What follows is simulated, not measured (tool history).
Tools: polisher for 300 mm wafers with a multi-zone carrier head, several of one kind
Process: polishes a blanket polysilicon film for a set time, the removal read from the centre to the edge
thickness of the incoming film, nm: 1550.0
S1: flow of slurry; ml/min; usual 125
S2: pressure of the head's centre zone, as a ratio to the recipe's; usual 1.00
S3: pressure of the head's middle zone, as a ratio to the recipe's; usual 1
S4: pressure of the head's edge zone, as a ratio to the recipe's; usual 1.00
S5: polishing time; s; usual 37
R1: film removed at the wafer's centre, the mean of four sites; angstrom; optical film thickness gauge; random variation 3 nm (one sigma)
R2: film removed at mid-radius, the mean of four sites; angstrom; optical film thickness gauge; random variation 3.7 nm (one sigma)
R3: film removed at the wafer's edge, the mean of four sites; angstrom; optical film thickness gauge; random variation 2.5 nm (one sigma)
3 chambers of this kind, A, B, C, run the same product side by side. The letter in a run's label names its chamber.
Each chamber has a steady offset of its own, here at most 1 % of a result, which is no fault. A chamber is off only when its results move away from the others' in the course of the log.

run 1A hour=6.9 | S1=125 S2=1.00 S3=1 S4=1.00 S5=37 | R1=3130.4 R2=3148.1 R3=3161.2
run 2C hour=12.4 | S1=125 S2=1.00 S3=1 S4=1.00 S5=37 | R1=3102.7 R2=3064.5 R3=3145.2
run 3B hour=18.0 | S1=125 S2=1.00 S3=1 S4=1.00 S5=37 | R1=3111.2 R2=3109.0 R3=3142.8
run 4A hour=24.8 | S1=125 S2=1.00 S3=1 S4=1.00 S5=37 | R1=3101.6 R2=3125.5 R3=3106.7
-- hour=26.4 chamber A: worn pad replaced by a new one
-- hour=29.5 chamber B: worn pad replaced by a new one
run 5B hour=30.8 | S1=125 S2=1.00 S3=1 S4=1.00 S5=37 | R1=3119.8 R2=3177.0 R3=3109.5
run 6C hour=34.4 | S1=125 S2=1.00 S3=1 S4=1.00 S5=37 | R1=3127.0 R2=3101.9 R3=3114.1
run 7C hour=38.5 | S1=125 S2=1.00 S3=1 S4=1.00 S5=37 | R1=3117.8 R2=3113.3 R3=3102.6
run 8A hour=44.8 | S1=125 S2=1.00 S3=1 S4=1.00 S5=37 | R1=3043.8 R2=2988.8 R3=3067.2
run 9B hour=51.9 | S1=125 S2=1.00 S3=1 S4=1.00 S5=37 | R1=3143.4 R2=3133.2 R3=3131.0
run 10B hour=55.1 | S1=125 S2=1.00 S3=1 S4=1.09 S5=37 | R1=3112.5 R2=3043.0 R3=3319.5
-- hour=55.9 chamber B: centre zone pressure recalibrated
run 11A hour=61.6 | S1=125 S2=1.00 S3=1 S4=1.09 S5=37 | R1=3074.7 R2=3037.5 R3=3178.4
run 12C hour=68.5 | S1=125 S2=1.00 S3=1 S4=1.09 S5=37 | R1=3176.3 R2=3142.8 R3=3264.8
run 13B hour=73.9 | S1=125 S2=1.05 S3=1 S4=1.00 S5=37 | R1=3319.8 R2=3079.7 R3=3154.3
run 14C hour=77.2 | S1=125 S2=1.05 S3=1 S4=1.00 S5=37 | R1=3316.9 R2=3083.8 R3=3095.8
run 15A hour=84.0 | S1=125 S2=1.05 S3=1 S4=1.00 S5=37 | R1=3116.8 R2=3008.2 R3=3038.4
run 16C hour=90.5 | S1=125 S2=1.00 S3=1 S4=1.00 S5=37 | R1=3125.5 R2=3069.9 R3=3141.2
run 17B hour=94.7 | S1=125 S2=1.00 S3=1 S4=1.00 S5=37 | R1=3093.0 R2=3089.8 R3=3142.3
run 18A hour=99.1 | S1=125 S2=1.00 S3=1 S4=1.00 S5=37 | R1=2925.4 R2=2893.3 R3=2975.2
-- hour=100.2 chamber C: worn pad replaced by a new one
run 19C hour=104.9 | S1=125 S2=1.00 S3=1 S4=1.00 S5=37 | R1=3131.8 R2=3097.7 R3=3114.1
run 20A hour=111.0 | S1=125 S2=1.00 S3=1 S4=1.00 S5=37 | R1=2897.4 R2=2937.8 R3=3021.0
-- hour=113.0 chamber B: worn pad replaced by a new one
run 21B hour=117.3 | S1=125 S2=1.00 S3=1 S4=1.00 S5=37 | R1=3124.2 R2=3099.1 R3=3133.7
run 22C hour=122.1 | S1=125 S2=1.00 S3=1 S4=1.00 S5=37 | R1=3115.8 R2=3108.9 R3=3107.2
run 23A hour=128.4 | S1=125 S2=1.00 S3=1 S4=1.00 S5=37 | R1=2875.2 R2=2840.5 R3=2936.2
-- hour=131.7 chamber B: slurry nozzle cleaned
run 24B hour=134.1 | S1=80 S2=1.00 S3=1 S4=0.90 S5=37 | R1=2650.9 R2=2761.4 R3=2715.4
run 25C hour=139.1 | S1=80 S2=1.00 S3=1 S4=0.90 S5=37 | R1=2661.9 R2=2730.7 R3=2719.6
run 26A hour=143.8 | S1=80 S2=1.00 S3=1 S4=0.90 S5=37 | R1=2286.1 R2=2361.9 R3=2440.2
run 27B hour=150.4 | S1=125 S2=1.00 S3=1 S4=0.91 S5=37 | R1=3092.7 R2=3102.4 R3=2972.8
run 28B hour=154.9 | S1=125 S2=1.00 S3=1 S4=0.91 S5=37 | R1=3157.5 R2=3175.0 R3=3008.0
run 29C hour=159.0 | S1=125 S2=1.00 S3=1 S4=0.91 S5=37 | R1=3111.2 R2=3123.6 R3=2977.6

Is one chamber off against the others, does the gauge drift, or is nothing wrong? If a chamber is off, say which, and what the likeliest cause is.

Chamber A drifts away from the others.
Cause: slurry flow missing at the pad, % = 35.1.

Here are 4 candidates for chamber A's next run, each the usual settings with a change, their results left as question marks. Which one brings its results back in line with what the others give on the usual settings?
In line means no further than this from the other chambers' mean on the usual settings: R1 110.0 angstrom; R2 130.0 angstrom; R3 87.0 angstrom
run 30A-1 hour=164.3 | S1=130 S2=1.02 S3=1.01 S4=0.99 S5=38 | R1=? R2=? R3=?
run 30A-2 hour=164.3 | S1=135 S2=1.03 S3=1.01 S4=0.98 S5=40 | R1=? R2=? R3=?
run 30A-3 hour=164.3 | S1=115 S2=0.97 S3=0.99 S4=1.02 S5=34 | R1=? R2=? R3=?
run 30A-4 hour=164.3 | S1=120 S2=0.98 S3=0.99 S4=1.01 S5=36 | R1=? R2=? R3=?

The other chambers' mean on the usual settings: R1 3125.9 angstrom; R2 3108.4 angstrom; R3 3119.2 angstrom
run=30A-1 R1=2894.4 R2=2897.4 R3=2953.8
run=30A-2 R1=3124.1 R2=3087.4 R3=3117.6
run=30A-3 R1=2329.1 R2=2438.1 R3=2612.9
run=30A-4 R1=2540.2 R2=2621.7 R3=2779.3
30A-2 brings the chamber back in line.
